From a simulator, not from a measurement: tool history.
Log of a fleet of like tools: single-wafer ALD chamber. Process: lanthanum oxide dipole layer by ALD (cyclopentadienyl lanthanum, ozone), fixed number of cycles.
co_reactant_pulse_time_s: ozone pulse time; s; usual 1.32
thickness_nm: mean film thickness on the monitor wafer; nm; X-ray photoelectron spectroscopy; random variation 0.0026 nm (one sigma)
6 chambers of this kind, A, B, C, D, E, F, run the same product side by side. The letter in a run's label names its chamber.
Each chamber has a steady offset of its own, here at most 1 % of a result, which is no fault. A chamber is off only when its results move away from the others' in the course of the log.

run,day,co_reactant_pulse_time_s,"read-back reference wafer on the same gauge, thickness_nm",thickness_nm
1C,0.500,1.32,0.57794,0.53574
# day 0.983: chamber C: ozone generator serviced
2E,1.133,1.32,0.57756,0.53565
3F,1.554,1.32,0.57818,0.53392
4A,1.996,1.32,0.57824,0.53918
5D,2.488,1.32,0.57774,0.53218
6B,2.825,1.59,0.57713,0.55725
7A,3.142,1.59,0.57846,0.55995
8B,3.429,1.59,0.57771,0.55131
9F,3.783,1.59,0.57862,0.55214
10E,4.129,1.59,0.57833,0.55796
11C,4.608,1.59,0.57773,0.56317
12D,5.008,1.14,0.57793,0.51596
13E,5.538,1.14,0.57762,0.52285
14A,5.917,1.14,0.57745,0.52513
15D,6.408,1.14,0.57803,0.51280
16B,6.921,1.14,0.57868,0.51670
# day 6.933: chamber B: ozone generator serviced
17C,7.529,1.14,0.57850,0.52131
18F,7.829,1.32,0.57829,0.53285
19D,8.379,1.32,0.57850,0.52977
20E,8.958,1.32,0.57887,0.53842
21B,9.492,1.80,0.57824,0.56288
22F,10.083,1.80,0.57849,0.55966
23C,10.408,1.80,0.57757,0.57015
# day 10.825: chamber E: ozone generator serviced
24A,10.967,1.80,0.57812,0.56558
25F,11.354,1.80,0.57759,0.55706
26C,11.708,1.80,0.57758,0.56831
27A,12.083,1.32,0.57813,0.54699
28D,12.521,1.76,0.57835,0.56025
29B,13.104,1.76,0.57787,0.55703
# day 13.208: chamber A: ozone generator serviced
30E,13.388,1.76,0.57774,0.56469
31D,13.854,1.76,0.57842,0.56073
32F,14.183,1.76,0.57850,0.55503
33E,14.758,1.76,0.57830,0.56438
34B,15.233,1.32,0.57785,0.54175
35A,15.671,1.32,0.57923,0.54665
36C,16.054,1.32,0.57823,0.54416
37D,16.412,1.32,0.57818,0.53382

Is one chamber off against the others, does the gauge drift, or is nothing wrong? If a chamber is off, say which, and what the likeliest cause is.

No chamber stands off beyond its own small offset, and the gauge holds steady.
